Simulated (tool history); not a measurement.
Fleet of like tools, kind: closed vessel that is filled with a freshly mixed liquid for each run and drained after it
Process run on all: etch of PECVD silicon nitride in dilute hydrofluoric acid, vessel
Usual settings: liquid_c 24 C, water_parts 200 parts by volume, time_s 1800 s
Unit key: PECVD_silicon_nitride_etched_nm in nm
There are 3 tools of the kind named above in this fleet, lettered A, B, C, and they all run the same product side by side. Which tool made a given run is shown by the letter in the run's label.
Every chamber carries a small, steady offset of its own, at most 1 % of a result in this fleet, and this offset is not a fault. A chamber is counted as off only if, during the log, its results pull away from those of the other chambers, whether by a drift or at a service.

run   hour  liquid_c  water_parts  time_s  hours since the thermometer was replaced  hours since the hydrofluoric acid flow meter was replaced  read-back film thickness of the PECVD silicon nitride reference wafer, read on the same gauge (nm)  PECVD_silicon_nitride_etched_nm
 1C   11.2        24          200    1800                                    1521.6                                                        401                                                                                               90.03                           21.984
 2B   21.3        24          200    1800                                     670.4                                                      703.4                                                                                              90.009                           21.736
 3A   34.8        24          200    1800                                      97.1                                                      356.4                                                                                              90.007                           21.771
 4B   46.1        24          200    1800                                     695.2                                                      728.2                                                                                              90.009                           21.793
 5A   58.1        24          200    1800                                     120.4                                                      379.7                                                                                              90.008                           21.929
 6C   65.5        24          200    1800                                    1575.9                                                      455.3                                                                                              89.987                           21.836
 7C   79.3        24          200    1800                                    1589.7                                                      469.1                                                                                               90.01                           21.618
 8B   89.3        24          200    1800                                     738.4                                                      771.4                                                                                              90.007                           21.737
 9A  102.2        24          200    1800                                     164.5                                                      423.8                                                                                              89.999                           21.764
10C    113        24          200    1800                                    1623.4                                                      502.8                                                                                              90.002                           21.298
11A  124.1        24          200    1800                                     186.4                                                      445.7                                                                                               90.02                           21.955
12B  130.3        24          200    1800                                     779.4                                                      812.4                                                                                              89.985                           21.909
13A  140.7        24          270    2380                                       203                                                      462.3                                                                                              89.989                           21.455
14C  147.3        24          270    2380                                    1657.7                                                      537.1                                                                                               89.97                            20.72
15B  157.3        24          270    2380                                     806.4                                                      839.4                                                                                              89.968                           21.557
16B  169.6        24          200    1800                                     818.7                                                      851.7                                                                                               89.99                           21.716
17A  182.3        24          200    1800                                     244.6                                                      503.9                                                                                              89.977                           21.748
18C  190.6        24          200    1800                                      1701                                                      580.4                                                                                              90.003                            20.73
19A  199.4        24          200    1800                                     261.7                                                        521                                                                                              90.014                            21.83
20C  209.5        24          200    1800                                    1719.9                                                      599.3                                                                                              90.024                           20.708

All 3 chambers run these settings next. Forecast each chamber's results:
21A  219.3        24          200    1800                                                                                                                                                                                                                                         ?
21B  219.3        24          200    1800                                                                                                                                                                                                                                         ?
21C  219.3        24          200    1800                                                                                                                                                                                                                                         ?

run  PECVD_silicon_nitride_etched_nm
21A                           21.787
21B                           21.868
21C                           20.706
